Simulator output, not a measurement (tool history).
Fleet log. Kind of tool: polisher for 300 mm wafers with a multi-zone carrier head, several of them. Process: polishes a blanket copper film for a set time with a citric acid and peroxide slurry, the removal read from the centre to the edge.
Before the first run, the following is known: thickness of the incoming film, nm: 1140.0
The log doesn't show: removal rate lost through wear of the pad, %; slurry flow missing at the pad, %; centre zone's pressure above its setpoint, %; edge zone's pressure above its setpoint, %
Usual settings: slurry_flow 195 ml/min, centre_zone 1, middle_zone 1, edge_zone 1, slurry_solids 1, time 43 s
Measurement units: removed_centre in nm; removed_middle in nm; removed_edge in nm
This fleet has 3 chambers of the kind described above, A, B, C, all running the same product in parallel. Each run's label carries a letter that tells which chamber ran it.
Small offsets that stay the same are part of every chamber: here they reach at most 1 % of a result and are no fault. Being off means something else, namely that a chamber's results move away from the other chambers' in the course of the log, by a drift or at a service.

run,day,slurry_flow,centre_zone,middle_zone,edge_zone,slurry_solids,time,wafers polished on this pad,hours since the slurry nozzle was cleaned,hours since the centre zone pressure was calibrated,hours since the edge zone pressure was calibrated,removed_centre,removed_middle,removed_edge
1C,0.288,195,1,1,1,1,43,259,428.7,1487.3,552.4,124.86,126.75,126.59
2A,0.546,195,1,1,1,1,43,478,55.2,185.4,597.5,124.82,128.14,126.67
3B,0.829,195,1,1,1,1,43,1175,611.7,636.8,513.6,127.08,124.42,125.05
# day 1.033: chamber B: worn pad replaced by a new one
4B,1.112,195,1,1,1,1,43,33,618.5,643.6,520.4,126.29,124.47,124.39
# day 1.221: chamber C: worn pad replaced by a new one
5C,1.354,195,1,1,1,1,43,54,454.3,1512.9,578,125.93,123.84,126.75
6A,1.483,195,1,1,1,1,43,865,77.7,207.9,620,125.33,126.24,122.01
7C,1.725,195,1,1,1,1,43,207,463.2,1521.8,586.9,125.95,126.84,128.12
8A,1.933,195,1,1,1,1,43,1050,88.5,218.7,630.8,127.36,125.75,123.77
9B,2.092,195,1,1,1,1,43,436,642,667.1,543.9,126.07,126.06,125.27
# day 2.288: chamber A: worn pad replaced by a new one
10B,2.333,195,1,1,1,1,43,536,647.8,672.9,549.7,123.4,126.21,127.82
# day 2.442: chamber B: slurry nozzle cleaned
11C,2.483,195,1,1,1,1,43,519,481.4,1540,605.1,125.98,125.36,122.8
12A,2.65,195,1,1,1,1,43,149,105.7,235.9,648,128.27,126.92,126.22
13C,2.775,195,1,1,1,1,43,640,488.4,1547,612.1,126.53,126.43,123.8
# day 2.808: chamber C: worn pad replaced by a new one
14B,2.954,195,1,1,1,1,43,791,12.3,687.8,564.6,126.85,124.4,125.1
15A,3.221,195,1,1,1,1,43,384,119.4,249.6,661.7,129.46,124.87,125.44
16B,3.5,195,1,1,1,1,43,1016,25.4,700.9,577.7,124.91,126.74,126.28
17C,3.646,195,1,1,1,1,43,345,509.3,1567.9,633,124.17,126.73,124.07
18A,3.858,195,1,1,1,1,43,647,134.7,264.9,677,129.5,126.96,121.87
# day 3.867: chamber C: centre zone pressure recalibrated
# day 4.071: chamber C: worn pad replaced by a new one
19A,4.1,195,1,0.95,0.9,1,43,746,140.5,270.7,682.8,130.7,121.48,118.8
20C,4.254,195,1,0.95,0.9,1,43,75,523.9,9.4,647.6,124.23,119.41,121.05
21B,4.462,195,1,0.95,0.9,1,43,1412,48.5,724,600.8,125.54,120.13,118.1
# day 4.654: chamber B: worn pad replaced by a new one
22A,4.7,195,1,1,1,1,43,993,154.9,285.1,697.2,130.99,128.81,127.42
23C,4.95,195,1,1,1,1,43,362,540.6,26.1,664.3,124.2,125.84,126.31
24B,5.079,195,1,1,1,1,43,176,63.3,738.8,615.6,126.79,124.87,124.97
25B,5.308,195,1,1,1,1,43,270,68.8,744.3,621.1,125.92,126.13,125.24

All 3 chambers run these settings next. Forecast each chamber's results:
26A,5.521,195,1,1,1,1,43,,,,,?,?,?
26B,5.521,195,1,1,1,1,43,,,,,?,?,?
26C,5.521,195,1,1,1,1,43,,,,,?,?,?

run,removed_centre,removed_middle,removed_edge
26A,131.84,127,126.28
26B,126.07,123.97,124.69
26C,124.84,124.54,123.41
